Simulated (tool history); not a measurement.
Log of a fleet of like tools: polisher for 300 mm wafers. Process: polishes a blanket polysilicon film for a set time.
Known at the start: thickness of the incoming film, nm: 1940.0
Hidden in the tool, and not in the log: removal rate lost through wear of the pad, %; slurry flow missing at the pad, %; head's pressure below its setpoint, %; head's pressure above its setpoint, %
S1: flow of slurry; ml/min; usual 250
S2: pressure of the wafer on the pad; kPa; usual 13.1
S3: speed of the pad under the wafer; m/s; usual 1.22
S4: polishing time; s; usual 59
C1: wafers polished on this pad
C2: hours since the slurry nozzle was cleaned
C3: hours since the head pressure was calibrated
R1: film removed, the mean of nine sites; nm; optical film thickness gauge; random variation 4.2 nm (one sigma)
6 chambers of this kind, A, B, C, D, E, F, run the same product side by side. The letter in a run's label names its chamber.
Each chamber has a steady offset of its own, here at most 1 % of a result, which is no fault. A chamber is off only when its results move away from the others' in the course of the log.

{"hour": 0.2, "done": "chamber D: worn pad replaced by a new one"}
{"run": "1A", "hour": 9.0, "S1": 250, "S2": 13.1, "S3": 1.22, "S4": 59, "C1": 1251, "C2": 153.7, "C3": 116.2, "R1": 369.63}
{"run": "2B", "hour": 14.0, "S1": 250, "S2": 13.1, "S3": 1.22, "S4": 59, "C1": 634, "C2": 329.4, "C3": 58.7, "R1": 367.69}
{"hour": 15.6, "done": "chamber A: worn pad replaced by a new one"}
{"run": "3C", "hour": 18.1, "S1": 250, "S2": 13.1, "S3": 1.22, "S4": 59, "C1": 297, "C2": 372.8, "C3": 352.0, "R1": 366.28}
{"hour": 22.0, "done": "chamber B: slurry nozzle cleaned"}
{"run": "4F", "hour": 26.4, "S1": 250, "S2": 13.1, "S3": 1.22, "S4": 59, "C1": 1039, "C2": 453.2, "C3": 1177.6, "R1": 372.33}
{"hour": 32.3, "done": "chamber B: worn pad replaced by a new one"}
{"run": "5E", "hour": 34.9, "S1": 250, "S2": 13.1, "S3": 1.22, "S4": 59, "C1": 641, "C2": 65.8, "C3": 757.1, "R1": 373.0}
{"run": "6D", "hour": 43.4, "S1": 250, "S2": 13.1, "S3": 1.22, "S4": 59, "C1": 618, "C2": 63.9, "C3": 568.5, "R1": 365.93}
{"hour": 45.1, "done": "chamber F: worn pad replaced by a new one"}
{"run": "7D", "hour": 49.2, "S1": 250, "S2": 13.1, "S3": 1.22, "S4": 59, "C1": 701, "C2": 69.7, "C3": 574.3, "R1": 363.19}
{"hour": 56.6, "done": "chamber D: worn pad replaced by a new one"}
{"run": "8E", "hour": 57.4, "S1": 195, "S2": 13.1, "S3": 1.22, "S4": 73, "C1": 962, "C2": 88.3, "C3": 779.6, "R1": 448.82}
{"run": "9C", "hour": 63.7, "S1": 195, "S2": 13.1, "S3": 1.22, "S4": 73, "C1": 949, "C2": 418.4, "C3": 397.6, "R1": 449.89}
{"run": "10F", "hour": 69.9, "S1": 195, "S2": 13.1, "S3": 1.22, "S4": 73, "C1": 354, "C2": 496.7, "C3": 1221.1, "R1": 446.54}
{"hour": 74.9, "done": "chamber F: head pressure recalibrated"}
{"run": "11A", "hour": 77.0, "S1": 195, "S2": 13.1, "S3": 1.22, "S4": 73, "C1": 878, "C2": 221.7, "C3": 184.2, "R1": 443.0}
{"hour": 78.3, "done": "chamber E: worn pad replaced by a new one"}
{"run": "12B", "hour": 84.4, "S1": 195, "S2": 13.1, "S3": 1.22, "S4": 73, "C1": 745, "C2": 62.4, "C3": 129.1, "R1": 440.06}
{"hour": 84.6, "done": "chamber C: worn pad replaced by a new one"}
{"hour": 89.0, "done": "chamber B: worn pad replaced by a new one"}
{"run": "13C", "hour": 90.2, "S1": 195, "S2": 13.1, "S3": 1.22, "S4": 73, "C1": 81, "C2": 444.9, "C3": 424.1, "R1": 440.57}
{"run": "14F", "hour": 97.3, "S1": 250, "S2": 13.1, "S3": 1.22, "S4": 59, "C1": 746, "C2": 524.1, "C3": 22.4, "R1": 378.68}
{"run": "15B", "hour": 101.8, "S1": 250, "S2": 13.1, "S3": 1.62, "S4": 51, "C1": 183, "C2": 79.8, "C3": 146.5, "R1": 424.65}
{"run": "16A", "hour": 109.8, "S1": 250, "S2": 13.1, "S3": 1.62, "S4": 51, "C1": 1346, "C2": 254.5, "C3": 217.0, "R1": 429.67}
{"hour": 113.0, "done": "chamber A: worn pad replaced by a new one"}
{"run": "17D", "hour": 114.6, "S1": 250, "S2": 13.1, "S3": 1.62, "S4": 51, "C1": 828, "C2": 135.1, "C3": 639.7, "R1": 421.82}
{"hour": 115.2, "done": "chamber D: worn pad replaced by a new one"}
{"hour": 122.6, "done": "chamber F: worn pad replaced by a new one"}
{"run": "18E", "hour": 122.9, "S1": 250, "S2": 13.1, "S3": 1.62, "S4": 51, "C1": 638, "C2": 153.8, "C3": 845.1, "R1": 426.82}
{"run": "19A", "hour": 127.8, "S1": 250, "S2": 13.1, "S3": 1.62, "S4": 51, "C1": 212, "C2": 272.5, "C3": 235.0, "R1": 419.68}
{"run": "20F", "hour": 133.2, "S1": 250, "S2": 13.1, "S3": 1.62, "S4": 51, "C1": 152, "C2": 560.0, "C3": 58.3, "R1": 429.92}
{"run": "21B", "hour": 137.8, "S1": 250, "S2": 13.1, "S3": 1.22, "S4": 59, "C1": 697, "C2": 115.8, "C3": 182.5, "R1": 366.37}
{"hour": 142.3, "done": "chamber B: worn pad replaced by a new one"}
{"run": "22D", "hour": 145.1, "S1": 250, "S2": 13.1, "S3": 1.22, "S4": 59, "C1": 427, "C2": 165.6, "C3": 670.2, "R1": 372.73}
{"hour": 151.8, "done": "chamber C: worn pad replaced by a new one"}
{"run": "23E", "hour": 152.2, "S1": 250, "S2": 13.1, "S3": 1.22, "S4": 59, "C1": 1057, "C2": 183.1, "C3": 874.4, "R1": 364.79}
{"run": "24C", "hour": 159.9, "S1": 250, "S2": 13.1, "S3": 1.22, "S4": 59, "C1": 116, "C2": 514.6, "C3": 493.8, "R1": 367.02}
{"hour": 167.5, "done": "chamber D: head pressure recalibrated"}
{"run": "25E", "hour": 168.6, "S1": 250, "S2": 13.1, "S3": 1.22, "S4": 59, "C1": 1291, "C2": 199.5, "C3": 890.8, "R1": 373.5}
{"run": "26B", "hour": 174.9, "S1": 250, "S2": 13.1, "S3": 1.62, "S4": 59, "C1": 466, "C2": 152.9, "C3": 219.6, "R1": 485.64}
{"hour": 177.8, "done": "chamber D: worn pad replaced by a new one"}
{"hour": 178.9, "done": "chamber E: worn pad replaced by a new one"}
{"run": "27C", "hour": 184.0, "S1": 250, "S2": 13.1, "S3": 1.62, "S4": 59, "C1": 461, "C2": 538.7, "C3": 517.9, "R1": 489.02}
{"run": "28F", "hour": 189.3, "S1": 250, "S2": 13.1, "S3": 1.62, "S4": 59, "C1": 953, "C2": 616.1, "C3": 114.4, "R1": 498.51}
{"hour": 193.6, "done": "chamber A: worn pad replaced by a new one"}
{"run": "29D", "hour": 196.7, "S1": 250, "S2": 13.1, "S3": 1.62, "S4": 59, "C1": 270, "C2": 217.2, "C3": 29.2, "R1": 488.0}
{"hour": 200.7, "done": "chamber B: worn pad replaced by a new one"}
{"hour": 203.4, "done": "chamber F: worn pad replaced by a new one"}
{"run": "30A", "hour": 205.7, "S1": 250, "S2": 13.1, "S3": 1.62, "S4": 59, "C1": 173, "C2": 350.4, "C3": 312.9, "R1": 485.75}
{"run": "31F", "hour": 213.3, "S1": 250, "S2": 13.1, "S3": 1.62, "S4": 59, "C1": 141, "C2": 640.1, "C3": 138.4, "R1": 498.73}
{"hour": 217.2, "done": "chamber C: worn pad replaced by a new one"}
{"run": "32E", "hour": 222.0, "S1": 250, "S2": 13.1, "S3": 1.22, "S4": 59, "C1": 616, "C2": 252.9, "C3": 944.2, "R1": 368.29}
{"run": "33A", "hour": 230.4, "S1": 250, "S2": 13.1, "S3": 1.22, "S4": 59, "C1": 526, "C2": 375.1, "C3": 337.6, "R1": 369.45}
{"hour": 234.8, "done": "chamber D: worn pad replaced by a new one"}
{"run": "34C", "hour": 235.1, "S1": 250, "S2": 13.1, "S3": 1.22, "S4": 59, "C1": 256, "C2": 589.8, "C3": 569.0, "R1": 369.88}
{"run": "35D", "hour": 242.2, "S1": 250, "S2": 13.1, "S3": 1.22, "S4": 59, "C1": 106, "C2": 262.7, "C3": 74.7, "R1": 360.94}
{"run": "36B", "hour": 251.4, "S1": 250, "S2": 13.1, "S3": 1.22, "S4": 59, "C1": 725, "C2": 229.4, "C3": 296.1, "R1": 367.84}
{"run": "37F", "hour": 259.3, "S1": 250, "S2": 13.1, "S3": 1.22, "S4": 59, "C1": 798, "C2": 686.1, "C3": 184.4, "R1": 374.34}
{"run": "38D", "hour": 263.4, "S1": 250, "S2": 13.1, "S3": 1.22, "S4": 59, "C1": 409, "C2": 283.9, "C3": 95.9, "R1": 366.12}

What goes on in this fleet: one chamber off, a drifting gauge, or nothing beyond the chambers' own small offsets? Name the chamber and the cause, if any.

No chamber stands off beyond its own small offset, and the gauge holds steady.
